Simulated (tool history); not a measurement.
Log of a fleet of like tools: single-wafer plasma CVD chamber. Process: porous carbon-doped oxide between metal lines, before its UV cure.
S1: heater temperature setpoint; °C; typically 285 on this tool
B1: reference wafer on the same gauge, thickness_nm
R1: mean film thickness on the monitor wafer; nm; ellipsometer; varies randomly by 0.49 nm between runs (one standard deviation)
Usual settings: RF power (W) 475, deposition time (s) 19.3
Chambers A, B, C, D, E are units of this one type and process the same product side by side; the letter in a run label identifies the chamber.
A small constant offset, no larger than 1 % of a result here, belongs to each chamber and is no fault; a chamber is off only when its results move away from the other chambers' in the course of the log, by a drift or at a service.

Run 1A, hour 5: usual settings; B1 120.99. Result: R1 111.6 nm.
Run 2E, hour 10.8: usual settings; B1 120.92. Result: R1 110.73 nm.
Run 3D, hour 17.7: usual settings; B1 121.03. Result: R1 112.65 nm.
Run 4B, hour 23.2: usual settings; B1 120.94. Result: R1 112.22 nm.
Run 5C, hour 27.6: usual settings; B1 120.89. Result: R1 110.89 nm.
Run 6E, hour 34.4: usual settings; B1 121.13. Result: R1 111.59 nm.
Run 7B, hour 40.7: usual settings; B1 121.07. Result: R1 111.78 nm.
Run 8C, hour 46.7: usual settings; B1 120.94. Result: R1 110.05 nm.
Run 9D, hour 51.3: usual settings; B1 121.14. Result: R1 112 nm.
Run 10A, hour 55.6: usual settings; B1 120.86. Result: R1 112.87 nm.
Run 11B, hour 61.7: usual settings; B1 120.87. Result: R1 112.27 nm.
Run 12E, hour 68: usual settings; B1 120.95. Result: R1 110.99 nm.
At hour 70.5: chamber C: RF generator calibrated.
Run 13D, hour 71.1: usual settings; B1 121.02. Result: R1 113.72 nm.
Run 14A, hour 75.4: usual settings; B1 121.17. Result: R1 112.59 nm.
Run 15C, hour 81.3: usual settings; B1 120.83. Result: R1 110.88 nm.
Run 16E, hour 88: usual settings but S1 299 °C; B1 120.96. Result: R1 102.45 nm.
Run 17D, hour 95.1: usual settings but S1 299 °C; B1 121.09. Result: R1 103.39 nm.
Run 18C, hour 100.6: usual settings but S1 299 °C; B1 121.09. Result: R1 102.38 nm.
Run 19B, hour 104.1: usual settings but S1 299 °C; B1 120.93. Result: R1 103.29 nm.
Run 20A, hour 109.6: usual settings but S1 299 °C; B1 121. Result: R1 103.11 nm.
Run 21C, hour 116.8: usual settings; B1 121.08. Result: R1 110.58 nm.
Run 22E, hour 123.3: usual settings; B1 121.14. Result: R1 112.25 nm.
Run 23D, hour 128.4: usual settings but RF power (W) 420, deposition time (s) 21.4; B1 120.84. Result: R1 113.68 nm.
Run 24B, hour 131.8: usual settings but RF power (W) 420, deposition time (s) 21.4; B1 121.01. Result: R1 112.65 nm.
Run 25A, hour 137: usual settings but RF power (W) 420, deposition time (s) 21.4; B1 121.05. Result: R1 112.63 nm.
Run 26D, hour 143: usual settings but RF power (W) 420, deposition time (s) 21.4; B1 120.96. Result: R1 113.66 nm.
Run 27C, hour 149: usual settings but RF power (W) 420, deposition time (s) 21.4; B1 120.95. Result: R1 112.2 nm.
Run 28E, hour 153.5: usual settings; B1 121.05. Result: R1 111.94 nm.
Run 29B, hour 159.1: usual settings; B1 121.08. Result: R1 111.66 nm.
Run 30A, hour 162.4: usual settings; B1 121.01. Result: R1 111.49 nm.

Has any chamber moved away from the others, gradually or after a service, or does the common gauge drift, or do the chambers differ only by their own small steady offsets? State the chamber and the most likely cause if one applies.

No chamber stands off beyond its own small offset, and the gauge holds steady.

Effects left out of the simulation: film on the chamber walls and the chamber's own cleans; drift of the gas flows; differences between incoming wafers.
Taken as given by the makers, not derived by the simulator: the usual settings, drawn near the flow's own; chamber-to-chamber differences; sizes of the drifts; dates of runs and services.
